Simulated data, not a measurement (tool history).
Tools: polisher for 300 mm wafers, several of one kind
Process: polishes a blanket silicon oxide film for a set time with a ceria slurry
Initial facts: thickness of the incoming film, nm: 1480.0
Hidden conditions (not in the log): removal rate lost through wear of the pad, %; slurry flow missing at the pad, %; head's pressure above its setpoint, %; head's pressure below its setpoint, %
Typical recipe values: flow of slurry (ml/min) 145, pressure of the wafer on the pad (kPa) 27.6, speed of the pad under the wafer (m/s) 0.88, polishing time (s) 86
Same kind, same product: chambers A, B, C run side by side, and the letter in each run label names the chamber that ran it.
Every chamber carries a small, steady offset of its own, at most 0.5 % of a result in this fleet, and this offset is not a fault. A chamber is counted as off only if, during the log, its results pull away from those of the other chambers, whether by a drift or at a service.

run,hour,flow of slurry (ml/min),pressure of the wafer on the pad (kPa),speed of the pad under the wafer (m/s),polishing time (s),wafers polished on this pad,hours since the slurry nozzle was cleaned,hours since the head pressure was calibrated,film removed (angstrom)
1C,2.4,145,27.6,0.88,86,209,48.5,780.1,3408
2A,6.3,145,27.6,0.88,86,520,534.7,333.3,3375.1
3B,9.1,145,27.6,0.88,86,276,241,415.1,3452.6
4A,11.4,145,27.6,0.88,86,580,539.8,338.4,3408.7
5C,16,145,27.6,0.88,86,369,62.1,793.7,3414.1
6B,20.9,145,27.6,0.7,86,415,252.8,426.9,2700.8
7C,23.2,145,27.6,0.7,86,454,69.3,800.9,2729.7
8A,28.1,145,27.6,0.7,86,777,556.5,355.1,2787.5
9B,31.7,145,27.6,0.88,86,543,263.6,437.7,3447.1
10C,36.1,145,27.6,0.88,86,606,82.2,813.8,3419.2
11B,40.1,145,27.6,0.88,86,642,272,446.1,3428
12A,44.6,145,27.6,0.88,86,972,573,371.6,3509.4
# hour 47.2: chamber B: head pressure recalibrated
13C,48.7,145,27.6,0.88,86,755,94.8,826.4,3444
14B,52.8,145,27.6,0.88,86,792,284.7,5.6,3101.2
# hour 53.4: chamber B: worn pad replaced by a new one
15A,55.6,145,27.6,0.88,86,1102,584,382.6,3392.6
16B,59.3,145,27.6,0.88,86,70,291.2,12.1,3080.1
# hour 59.4: chamber A: worn pad replaced by a new one
17C,62.5,145,27.6,0.88,86,918,108.6,840.2,3435.8
18A,65.9,145,27.6,0.88,86,77,594.3,392.9,3389.8
19C,70.3,145,27.6,0.88,86,1010,116.4,848,3462.7
20B,75.3,145,37.2,0.88,86,259,307.2,28.1,4173.8
21A,78.6,145,37.2,0.88,86,227,607,405.6,4612.6
22A,82,145,37.2,0.88,86,267,610.4,409,4684.3
23B,86.9,145,27.6,0.88,86,395,318.8,39.7,3097.9
# hour 89.9: chamber C: worn pad replaced by a new one
24C,89.9,145,27.6,0.88,86,0,136,867.6,3497
25C,93.5,145,27.6,0.88,86,42,139.6,871.2,3550.7

Next, all 3 chambers run the settings below, one line each with question marks for the results. What does each chamber give?
26A,97.1,175,27.6,0.88,86,,,,?
26B,97.1,175,27.6,0.88,86,,,,?
26C,97.1,175,27.6,0.88,86,,,,?

run,film removed (angstrom)
26A,3539
26B,3124.6
26C,3604.5

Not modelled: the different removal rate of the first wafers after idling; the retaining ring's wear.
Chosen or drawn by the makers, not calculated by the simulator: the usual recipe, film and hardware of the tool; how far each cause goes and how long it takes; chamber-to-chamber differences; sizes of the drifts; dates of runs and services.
